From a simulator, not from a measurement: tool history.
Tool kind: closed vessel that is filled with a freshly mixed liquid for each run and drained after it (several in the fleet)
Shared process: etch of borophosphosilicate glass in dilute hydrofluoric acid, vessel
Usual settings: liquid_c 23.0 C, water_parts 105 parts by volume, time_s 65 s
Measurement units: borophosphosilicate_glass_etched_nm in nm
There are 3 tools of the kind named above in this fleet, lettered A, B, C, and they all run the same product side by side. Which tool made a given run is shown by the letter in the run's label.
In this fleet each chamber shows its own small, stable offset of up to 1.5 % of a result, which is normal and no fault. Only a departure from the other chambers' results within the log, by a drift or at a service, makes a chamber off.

| run | day | liquid_c | water_parts | time_s | hours since the thermometer was replaced | hours since the hydrofluoric acid flow meter was replaced | read-back film thickness of the borophosphosilicate glass reference wafer, read on the same gauge (nm) | borophosphosilicate_glass_etched_nm |
|---|---|---|---|---|---|---|---|---|
| 1B | 0.279 | 23.0 | 105 | 65 | 281.0 | 236.9 | 149.99 | 30.318 |
| 2C | 0.546 | 23.0 | 105 | 65 | 438.5 | 549.6 | 149.96 | 29.685 |
| 3A | 0.850 | 23.0 | 105 | 65 | 1406.8 | 1421.2 | 150.02 | 29.312 |
| 4B | 1.083 | 23.0 | 105 | 65 | 300.3 | 256.2 | 150.02 | 30.120 |
| 5C | 1.254 | 23.0 | 105 | 65 | 455.5 | 566.6 | 150.02 | 30.002 |
| 6A | 1.458 | 26.0 | 105 | 65 | 1421.4 | 1435.8 | 149.98 | 33.027 |
| 7B | 1.721 | 26.0 | 105 | 65 | 315.6 | 271.5 | 149.98 | 33.845 |
| 8C | 2.054 | 26.0 | 105 | 65 | 474.7 | 585.8 | 149.99 | 33.337 |
| 9A | 2.375 | 23.0 | 105 | 65 | 1443.4 | 1457.8 | 150.00 | 29.418 |
| 10B | 2.646 | 23.0 | 105 | 65 | 337.8 | 293.7 | 150.01 | 29.768 |
| 11A | 2.892 | 23.0 | 105 | 65 | 1455.8 | 1470.2 | 150.01 | 29.446 |
| 12C | 3.188 | 23.0 | 105 | 65 | 501.9 | 613.0 | 149.98 | 29.134 |
| 13B | 3.396 | 23.0 | 105 | 65 | 355.8 | 311.7 | 149.99 | 29.827 |
| 14C | 3.662 | 23.0 | 105 | 65 | 513.3 | 624.4 | 150.02 | 29.082 |
| 15A | 3.971 | 23.0 | 105 | 65 | 1481.7 | 1496.1 | 150.05 | 29.195 |
| 16C | 4.258 | 23.0 | 105 | 65 | 527.6 | 638.7 | 150.02 | 28.565 |
| 17B | 4.438 | 20.5 | 105 | 35 | 380.8 | 336.7 | 149.97 | 14.459 |
| 18A | 4.583 | 20.5 | 105 | 35 | 1496.4 | 1510.8 | 150.00 | 14.498 |
| 19A | 4.808 | 20.5 | 105 | 35 | 1501.8 | 1516.2 | 150.03 | 14.314 |
| 20B | 5.062 | 23.0 | 105 | 65 | 395.8 | 351.7 | 149.99 | 29.909 |
| 21C | 5.258 | 23.0 | 105 | 65 | 551.6 | 662.7 | 149.99 | 28.011 |
| 22B | 5.475 | 23.0 | 105 | 65 | 405.7 | 361.6 | 150.00 | 29.928 |
| 23A | 5.729 | 23.0 | 105 | 65 | 1523.9 | 1538.3 | 149.99 | 29.460 |

All chambers now run identical settings, listed one chamber a line with results as question marks. What results will each chamber show?
| 24A | 5.967 | 23.0 | 130 | 65 |  |  |  | ? |
| 24B | 5.967 | 23.0 | 130 | 65 |  |  |  | ? |
| 24C | 5.967 | 23.0 | 130 | 65 |  |  |  | ? |

| run | borophosphosilicate_glass_etched_nm |
|---|---|
| 24A | 23.102 |
| 24B | 23.623 |
| 24C | 22.031 |

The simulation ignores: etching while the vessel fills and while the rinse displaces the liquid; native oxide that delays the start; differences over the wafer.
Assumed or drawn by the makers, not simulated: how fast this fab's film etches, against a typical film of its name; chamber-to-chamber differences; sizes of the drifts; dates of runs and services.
